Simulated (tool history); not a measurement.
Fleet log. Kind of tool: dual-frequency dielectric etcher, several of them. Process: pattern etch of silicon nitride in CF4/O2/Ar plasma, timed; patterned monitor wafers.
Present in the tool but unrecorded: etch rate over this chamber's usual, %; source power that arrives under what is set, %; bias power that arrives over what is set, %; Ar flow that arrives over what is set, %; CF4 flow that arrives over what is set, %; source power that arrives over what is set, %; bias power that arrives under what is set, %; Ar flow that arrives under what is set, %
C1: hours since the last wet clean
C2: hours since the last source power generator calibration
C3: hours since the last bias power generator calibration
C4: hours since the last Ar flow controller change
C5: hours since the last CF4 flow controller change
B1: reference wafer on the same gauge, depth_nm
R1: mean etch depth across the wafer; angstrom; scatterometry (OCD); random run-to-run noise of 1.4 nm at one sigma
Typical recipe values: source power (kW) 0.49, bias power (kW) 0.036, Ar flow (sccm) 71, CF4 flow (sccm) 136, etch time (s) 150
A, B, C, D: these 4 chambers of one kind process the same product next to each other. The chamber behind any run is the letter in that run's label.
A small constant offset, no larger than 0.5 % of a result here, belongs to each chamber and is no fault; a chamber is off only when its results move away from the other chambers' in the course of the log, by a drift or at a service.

-- day=0.062 chamber A: bias power generator calibrated
run 1A day=0.246 | source_power_(kW)=0.49 bias_power_(kW)=0.036 Ar_flow_(sccm)=71 CF4_flow_(sccm)=136 etch_time_(s)=150 | C1=296.2 C2=1280 C3=4.4 C4=1764.6 C5=2189.9 | B1=239.9 | R1=2697.1
run 2C day=0.533 | source_power_(kW)=0.49 bias_power_(kW)=0.036 Ar_flow_(sccm)=71 CF4_flow_(sccm)=136 etch_time_(s)=150 | C1=432.8 C2=4003.1 C3=492.8 C4=310.1 C5=185.5 | B1=239.74 | R1=2699.5
run 3B day=0.725 | source_power_(kW)=0.49 bias_power_(kW)=0.036 Ar_flow_(sccm)=71 CF4_flow_(sccm)=136 etch_time_(s)=150 | C1=33 C2=677.1 C3=1870.2 C4=178.4 C5=1528.9 | B1=240.02 | R1=2667.8
run 4D day=0.979 | source_power_(kW)=0.49 bias_power_(kW)=0.036 Ar_flow_(sccm)=71 CF4_flow_(sccm)=136 etch_time_(s)=150 | C1=97 C2=1868.2 C3=2763.5 C4=5516 C5=1360.9 | B1=240.39 | R1=2707.5
run 5A day=1.258 | source_power_(kW)=0.49 bias_power_(kW)=0.036 Ar_flow_(sccm)=71 CF4_flow_(sccm)=136 etch_time_(s)=150 | C1=320.5 C2=1304.3 C3=28.7 C4=1788.9 C5=2214.2 | B1=239.96 | R1=2674.2
-- day=1.504 chamber C: source power generator calibrated
run 6B day=1.517 | source_power_(kW)=0.49 bias_power_(kW)=0.036 Ar_flow_(sccm)=71 CF4_flow_(sccm)=136 etch_time_(s)=150 | C1=52 C2=696.1 C3=1889.2 C4=197.4 C5=1547.9 | B1=239.97 | R1=2694.8
run 7C day=1.767 | source_power_(kW)=0.49 bias_power_(kW)=0.036 Ar_flow_(sccm)=71 CF4_flow_(sccm)=136 etch_time_(s)=150 | C1=462.4 C2=6.3 C3=522.4 C4=339.7 C5=215.1 | B1=240.02 | R1=2707.5
run 8D day=2.092 | source_power_(kW)=0.49 bias_power_(kW)=0.036 Ar_flow_(sccm)=71 CF4_flow_(sccm)=136 etch_time_(s)=150 | C1=123.7 C2=1894.9 C3=2790.2 C4=5542.7 C5=1387.6 | B1=239.83 | R1=2684.6
run 9A day=2.312 | source_power_(kW)=0.49 bias_power_(kW)=0.029 Ar_flow_(sccm)=71 CF4_flow_(sccm)=136 etch_time_(s)=150 | C1=345.8 C2=1329.6 C3=54 C4=1814.2 C5=2239.5 | B1=240.26 | R1=2506.8
run 10D day=2.554 | source_power_(kW)=0.49 bias_power_(kW)=0.029 Ar_flow_(sccm)=71 CF4_flow_(sccm)=136 etch_time_(s)=150 | C1=134.8 C2=1906 C3=2801.3 C4=5553.8 C5=1398.7 | B1=239.93 | R1=2501.7
run 11B day=2.8 | source_power_(kW)=0.49 bias_power_(kW)=0.029 Ar_flow_(sccm)=71 CF4_flow_(sccm)=136 etch_time_(s)=150 | C1=82.8 C2=726.9 C3=1920 C4=228.2 C5=1578.7 | B1=240.07 | R1=2499.9
run 12C day=3.054 | source_power_(kW)=0.49 bias_power_(kW)=0.029 Ar_flow_(sccm)=71 CF4_flow_(sccm)=136 etch_time_(s)=150 | C1=493.3 C2=37.2 C3=553.3 C4=370.6 C5=246 | B1=239.92 | R1=2524.1
run 13B day=3.217 | source_power_(kW)=0.49 bias_power_(kW)=0.036 Ar_flow_(sccm)=71 CF4_flow_(sccm)=136 etch_time_(s)=150 | C1=92.8 C2=736.9 C3=1930 C4=238.2 C5=1588.7 | B1=240.16 | R1=2656.4
run 14C day=3.521 | source_power_(kW)=0.49 bias_power_(kW)=0.036 Ar_flow_(sccm)=71 CF4_flow_(sccm)=136 etch_time_(s)=150 | C1=504.5 C2=48.4 C3=564.5 C4=381.8 C5=257.2 | B1=239.79 | R1=2692.3
run 15A day=3.696 | source_power_(kW)=0.49 bias_power_(kW)=0.036 Ar_flow_(sccm)=71 CF4_flow_(sccm)=136 etch_time_(s)=150 | C1=379 C2=1362.8 C3=87.2 C4=1847.4 C5=2272.7 | B1=240.04 | R1=2701.6
-- day=3.7 chamber B: bias power generator calibrated
run 16D day=3.912 | source_power_(kW)=0.49 bias_power_(kW)=0.036 Ar_flow_(sccm)=71 CF4_flow_(sccm)=136 etch_time_(s)=150 | C1=167.4 C2=1938.6 C3=2833.9 C4=5586.4 C5=1431.3 | B1=239.77 | R1=2675.2
run 17A day=4.171 | source_power_(kW)=0.4 bias_power_(kW)=0.036 Ar_flow_(sccm)=71 CF4_flow_(sccm)=136 etch_time_(s)=150 | C1=390.4 C2=1374.2 C3=98.6 C4=1858.8 C5=2284.1 | B1=240.03 | R1=2222.9
run 18C day=4.342 | source_power_(kW)=0.4 bias_power_(kW)=0.036 Ar_flow_(sccm)=71 CF4_flow_(sccm)=136 etch_time_(s)=150 | C1=524.2 C2=68.1 C3=584.2 C4=401.5 C5=276.9 | B1=239.76 | R1=2237.1
run 19B day=4.575 | source_power_(kW)=0.4 bias_power_(kW)=0.036 Ar_flow_(sccm)=71 CF4_flow_(sccm)=136 etch_time_(s)=150 | C1=125.4 C2=769.5 C3=21 C4=270.8 C5=1621.3 | B1=240.07 | R1=2239.1
run 20D day=4.792 | source_power_(kW)=0.4 bias_power_(kW)=0.036 Ar_flow_(sccm)=71 CF4_flow_(sccm)=136 etch_time_(s)=150 | C1=188.5 C2=1959.7 C3=2855 C4=5607.5 C5=1452.4 | B1=239.68 | R1=2242.4
run 21A day=5.071 | source_power_(kW)=0.49 bias_power_(kW)=0.036 Ar_flow_(sccm)=71 CF4_flow_(sccm)=136 etch_time_(s)=150 | C1=412 C2=1395.8 C3=120.2 C4=1880.4 C5=2305.7 | B1=240.31 | R1=2664.8
run 22D day=5.383 | source_power_(kW)=0.49 bias_power_(kW)=0.036 Ar_flow_(sccm)=71 CF4_flow_(sccm)=136 etch_time_(s)=150 | C1=202.7 C2=1973.9 C3=2869.2 C4=5621.7 C5=1466.6 | B1=240.06 | R1=2704.4
run 23C day=5.725 | source_power_(kW)=0.49 bias_power_(kW)=0.036 Ar_flow_(sccm)=71 CF4_flow_(sccm)=136 etch_time_(s)=181 | C1=557.4 C2=101.3 C3=617.4 C4=434.7 C5=310.1 | B1=239.83 | R1=3245.5
run 24B day=5.912 | source_power_(kW)=0.49 bias_power_(kW)=0.036 Ar_flow_(sccm)=71 CF4_flow_(sccm)=136 etch_time_(s)=181 | C1=157.5 C2=801.6 C3=53.1 C4=302.9 C5=1653.4 | B1=240.24 | R1=3231.1
run 25D day=6.083 | source_power_(kW)=0.49 bias_power_(kW)=0.036 Ar_flow_(sccm)=71 CF4_flow_(sccm)=136 etch_time_(s)=181 | C1=219.5 C2=1990.7 C3=2886 C4=5638.5 C5=1483.4 | B1=239.98 | R1=3237.1

Is one chamber out of step, is the gauge drifting, or do the chambers differ by no more than their own small offsets? For an off chamber, give its letter and the likeliest cause.

Beyond each chamber's small constant offset nothing stands out, and the gauge stays steady.
